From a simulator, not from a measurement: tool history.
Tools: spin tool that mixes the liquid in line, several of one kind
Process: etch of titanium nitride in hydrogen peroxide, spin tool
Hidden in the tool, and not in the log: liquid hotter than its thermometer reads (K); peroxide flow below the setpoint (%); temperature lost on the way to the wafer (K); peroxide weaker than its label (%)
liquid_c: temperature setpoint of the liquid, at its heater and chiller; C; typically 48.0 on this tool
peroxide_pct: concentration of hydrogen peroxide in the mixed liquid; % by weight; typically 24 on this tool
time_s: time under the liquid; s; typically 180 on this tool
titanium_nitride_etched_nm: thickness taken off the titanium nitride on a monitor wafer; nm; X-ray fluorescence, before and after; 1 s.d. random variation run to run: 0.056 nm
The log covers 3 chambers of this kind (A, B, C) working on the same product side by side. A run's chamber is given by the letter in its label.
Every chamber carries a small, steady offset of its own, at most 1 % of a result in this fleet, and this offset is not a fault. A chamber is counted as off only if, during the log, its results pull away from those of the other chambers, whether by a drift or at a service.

run   hour  liquid_c  peroxide_pct  time_s  hours since the thermometer was replaced  hours since the peroxide flow meter was replaced  hours since the heated supply line was repaired  hours since the drum of peroxide was connected  read-back film thickness of the titanium nitride reference wafer, read on the same gauge (nm)  titanium_nitride_etched_nm
 1B    4.6      48.0            24     180                                      92.8                                            1101.2                                           1883.3                                           958.9                                                                                         130.00                     13.3890
 2A    8.3      48.0            24     180                                     931.0                                             616.4                                            529.0                                           202.4                                                                                         129.99                     13.4350
 3C   16.1      48.0            24     180                                     224.3                                             346.8                                           1133.5                                           667.7                                                                                         130.02                     13.4170
 4C   19.9      48.0            24     180                                     228.1                                             350.6                                           1137.3                                           671.5                                                                                         130.00                     13.5110
 5A   26.2      48.0            24     180                                     948.9                                             634.3                                            546.9                                           220.3                                                                                         129.98                     13.3770
 6B   31.1      48.0            24     180                                     119.3                                            1127.7                                           1909.8                                           985.4                                                                                         130.01                     13.3650
 7B   36.0      48.0            24     180                                     124.2                                            1132.6                                           1914.7                                           990.3                                                                                         129.99                     13.2880
 8A   41.1      48.0            24     180                                     963.8                                             649.2                                            561.8                                           235.2                                                                                         130.00                     13.3640
 9C   48.3      48.0            24     180                                     256.5                                             379.0                                           1165.7                                           699.9                                                                                         130.00                     13.4410
10A   53.4      48.0            24     180                                     976.1                                             661.5                                            574.1                                           247.5                                                                                         129.99                     13.4400
11C   60.9      48.0            24     180                                     269.1                                             391.6                                           1178.3                                           712.5                                                                                         130.00                     13.4990
12B   67.8      48.0            24     180                                     156.0                                            1164.4                                           1946.5                                          1022.1                                                                                         130.01                     13.3670
13B   75.7      48.0            24     180                                     163.9                                            1172.3                                           1954.4                                          1030.0                                                                                         130.04                     13.3480
14A   81.0      48.0            24     180                                    1003.7                                             689.1                                            601.7                                           275.1                                                                                         129.99                     13.5220
15C   85.1      48.0            24     180                                     293.3                                             415.8                                           1202.5                                           736.7                                                                                         130.00                     13.3740
16C   90.6      48.0            24     180                                     298.8                                             421.3                                           1208.0                                           742.2                                                                                         130.01                     13.4280
17A   98.6      48.0            24     180                                    1021.3                                             706.7                                            619.3                                           292.7                                                                                         130.01                     13.3420
18B  104.4      48.0            24     180                                     192.6                                            1201.0                                           1983.1                                          1058.7                                                                                         130.03                     13.3470
19B  111.2      39.5            24     110                                     199.4                                            1207.8                                           1989.9                                          1065.5                                                                                         130.01                      4.3507
20A  117.9      39.5            24     110                                    1040.6                                             726.0                                            638.6                                           312.0                                                                                         130.02                      4.3731
21C  122.7      39.5            24     110                                     330.9                                             453.4                                           1240.1                                           774.3                                                                                         130.00                      4.3291
22A  128.3      48.0            24     180                                    1051.0                                             736.4                                            649.0                                           322.4                                                                                         130.03                     13.4780
23B  136.4      48.0            24     180                                     224.6                                            1233.0                                           2015.1                                          1090.7                                                                                         130.00                     13.4410
     143.0  -- chamber B: peroxide flow meter replaced
24C  144.3      48.0            24     180                                     352.5                                             475.0                                           1261.7                                           795.9                                                                                         130.00                     13.4220
25A  152.2      48.0            24     180                                    1074.9                                             760.3                                            672.9                                           346.3                                                                                         129.99                     13.3740
26C  157.4      45.0            24     275                                     365.6                                             488.1                                           1274.8                                           809.0                                                                                         130.01                     16.4170
27B  164.1      45.0            24     275                                     252.3                                              21.1                                           2042.8                                          1118.4                                                                                         130.00                     16.6140

Next, all 3 chambers run the settings below, one line each with question marks for the results. What does each chamber give?
28A  170.0      48.0            24     180                                                                                                                                                                                                                                                                                                                       ?
28B  170.0      48.0            24     180                                                                                                                                                                                                                                                                                                                       ?
28C  170.0      48.0            24     180                                                                                                                                                                                                                                                                                                                       ?

run  titanium_nitride_etched_nm
28A                     13.4320
28B                     13.3810
28C                     13.4580
